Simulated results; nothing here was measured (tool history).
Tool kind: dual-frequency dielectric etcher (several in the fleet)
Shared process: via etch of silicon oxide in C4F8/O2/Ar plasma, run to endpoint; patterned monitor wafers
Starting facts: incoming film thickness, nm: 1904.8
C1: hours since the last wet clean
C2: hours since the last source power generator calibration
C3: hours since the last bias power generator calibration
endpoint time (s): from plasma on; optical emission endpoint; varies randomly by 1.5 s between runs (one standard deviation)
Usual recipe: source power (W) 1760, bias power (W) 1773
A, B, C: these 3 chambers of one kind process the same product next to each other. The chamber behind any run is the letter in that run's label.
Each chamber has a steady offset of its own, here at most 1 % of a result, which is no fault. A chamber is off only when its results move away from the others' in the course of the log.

run 1A hour=5.7 | source_power_(W)=1760 bias_power_(W)=1773 | C1=30.2 C2=285.7 C3=1966.5 | endpoint_time_(s)=414.66
run 2B hour=16.2 | source_power_(W)=1760 bias_power_(W)=1773 | C1=643.6 C2=2798.6 C3=588.5 | endpoint_time_(s)=414.09
run 3C hour=23.3 | source_power_(W)=1760 bias_power_(W)=1773 | C1=348.7 C2=1332.1 C3=1189.9 | endpoint_time_(s)=408.73
run 4A hour=31.1 | source_power_(W)=1760 bias_power_(W)=1773 | C1=55.6 C2=311.1 C3=1991.9 | endpoint_time_(s)=413.45
run 5C hour=38.8 | source_power_(W)=1760 bias_power_(W)=1773 | C1=364.2 C2=1347.6 C3=1205.4 | endpoint_time_(s)=408.17
-- hour=40.1 chamber B: wet clean of the chamber
run 6B hour=48.8 | source_power_(W)=1760 bias_power_(W)=1773 | C1=8.8 C2=2831.2 C3=621.1 | endpoint_time_(s)=415.45
run 7B hour=53.8 | source_power_(W)=1760 bias_power_(W)=1773 | C1=13.8 C2=2836.2 C3=626.1 | endpoint_time_(s)=412.18
run 8C hour=63.4 | source_power_(W)=1760 bias_power_(W)=1773 | C1=388.8 C2=1372.2 C3=1230.0 | endpoint_time_(s)=405.76
run 9A hour=68.1 | source_power_(W)=1760 bias_power_(W)=1773 | C1=92.6 C2=348.1 C3=2028.9 | endpoint_time_(s)=410.99
run 10C hour=78.7 | source_power_(W)=1340 bias_power_(W)=1773 | C1=404.1 C2=1387.5 C3=1245.3 | endpoint_time_(s)=453.71
run 11A hour=88.2 | source_power_(W)=1340 bias_power_(W)=1773 | C1=112.7 C2=368.2 C3=2049.0 | endpoint_time_(s)=462.48
run 12B hour=97.6 | source_power_(W)=1340 bias_power_(W)=1773 | C1=57.6 C2=2880.0 C3=669.9 | endpoint_time_(s)=460.02
run 13A hour=106.0 | source_power_(W)=1410 bias_power_(W)=2106 | C1=130.5 C2=386.0 C3=2066.8 | endpoint_time_(s)=427.97
run 14B hour=111.5 | source_power_(W)=1410 bias_power_(W)=2106 | C1=71.5 C2=2893.9 C3=683.8 | endpoint_time_(s)=432.05
run 15C hour=116.9 | source_power_(W)=1410 bias_power_(W)=2106 | C1=442.3 C2=1425.7 C3=1283.5 | endpoint_time_(s)=419.76
run 16A hour=124.3 | source_power_(W)=1760 bias_power_(W)=1773 | C1=148.8 C2=404.3 C3=2085.1 | endpoint_time_(s)=410.21
run 17B hour=131.3 | source_power_(W)=1760 bias_power_(W)=1773 | C1=91.3 C2=2913.7 C3=703.6 | endpoint_time_(s)=411.67
run 18C hour=140.5 | source_power_(W)=1760 bias_power_(W)=1773 | C1=465.9 C2=1449.3 C3=1307.1 | endpoint_time_(s)=402.49
run 19A hour=146.7 | source_power_(W)=1510 bias_power_(W)=1911 | C1=171.2 C2=426.7 C3=2107.5 | endpoint_time_(s)=427.68
run 20C hour=157.0 | source_power_(W)=1510 bias_power_(W)=1911 | C1=482.4 C2=1465.8 C3=1323.6 | endpoint_time_(s)=419.41
run 21B hour=167.0 | source_power_(W)=1510 bias_power_(W)=1911 | C1=127.0 C2=2949.4 C3=739.3 | endpoint_time_(s)=431.83
run 22B hour=175.5 | source_power_(W)=1760 bias_power_(W)=1773 | C1=135.5 C2=2957.9 C3=747.8 | endpoint_time_(s)=418.07
run 23C hour=182.6 | source_power_(W)=1760 bias_power_(W)=1773 | C1=508.0 C2=1491.4 C3=1349.2 | endpoint_time_(s)=401.80
run 24A hour=187.4 | source_power_(W)=1760 bias_power_(W)=1773 | C1=211.9 C2=467.4 C3=2148.2 | endpoint_time_(s)=410.83
run 25A hour=198.0 | source_power_(W)=1760 bias_power_(W)=1773 | C1=222.5 C2=478.0 C3=2158.8 | endpoint_time_(s)=410.46
run 26C hour=203.3 | source_power_(W)=1760 bias_power_(W)=1773 | C1=528.7 C2=1512.1 C3=1369.9 | endpoint_time_(s)=402.45
run 27B hour=211.1 | source_power_(W)=1760 bias_power_(W)=1773 | C1=171.1 C2=2993.5 C3=783.4 | endpoint_time_(s)=413.27
run 28B hour=216.0 | source_power_(W)=1760 bias_power_(W)=1773 | C1=176.0 C2=2998.4 C3=788.3 | endpoint_time_(s)=413.17
run 29C hour=223.2 | source_power_(W)=1760 bias_power_(W)=1773 | C1=548.6 C2=1532.0 C3=1389.8 | endpoint_time_(s)=398.25

What goes on in this fleet: one chamber off, a drifting gauge, or nothing beyond the chambers' own small offsets? Name the chamber and the cause, if any.

It is chamber C that slowly wanders off from its peers.
Most likely cause: etch rate over this chamber's usual, % = 2.14.
The log may not separate it from: source power that arrives over what is set, %.

Which of the 4 candidates below, each the usual settings with something changed and its results left as question marks, puts chamber C back in line with what the other chambers give on the usual settings?
In-line tolerance around the mean of the other chambers on the usual settings: endpoint time (s) 5.10
run 30C-1 hour=230.8 | source_power_(W)=1660 bias_power_(W)=1699 | endpoint_time_(s)=?
run 30C-2 hour=230.8 | source_power_(W)=1860 bias_power_(W)=1847 | endpoint_time_(s)=?
run 30C-3 hour=230.8 | source_power_(W)=1720 bias_power_(W)=1746 | endpoint_time_(s)=?
run 30C-4 hour=230.8 | source_power_(W)=1820 bias_power_(W)=1773 | endpoint_time_(s)=?

Other chambers, usual settings, mean: endpoint time (s) 413.42
run=30C-1 endpoint_time_(s)=414.12
run=30C-2 endpoint_time_(s)=386.45
run=30C-3 endpoint_time_(s)=405.14
run=30C-4 endpoint_time_(s)=394.38
The answer is 30C-1, which returns the chamber to within the allowed miss of the others.
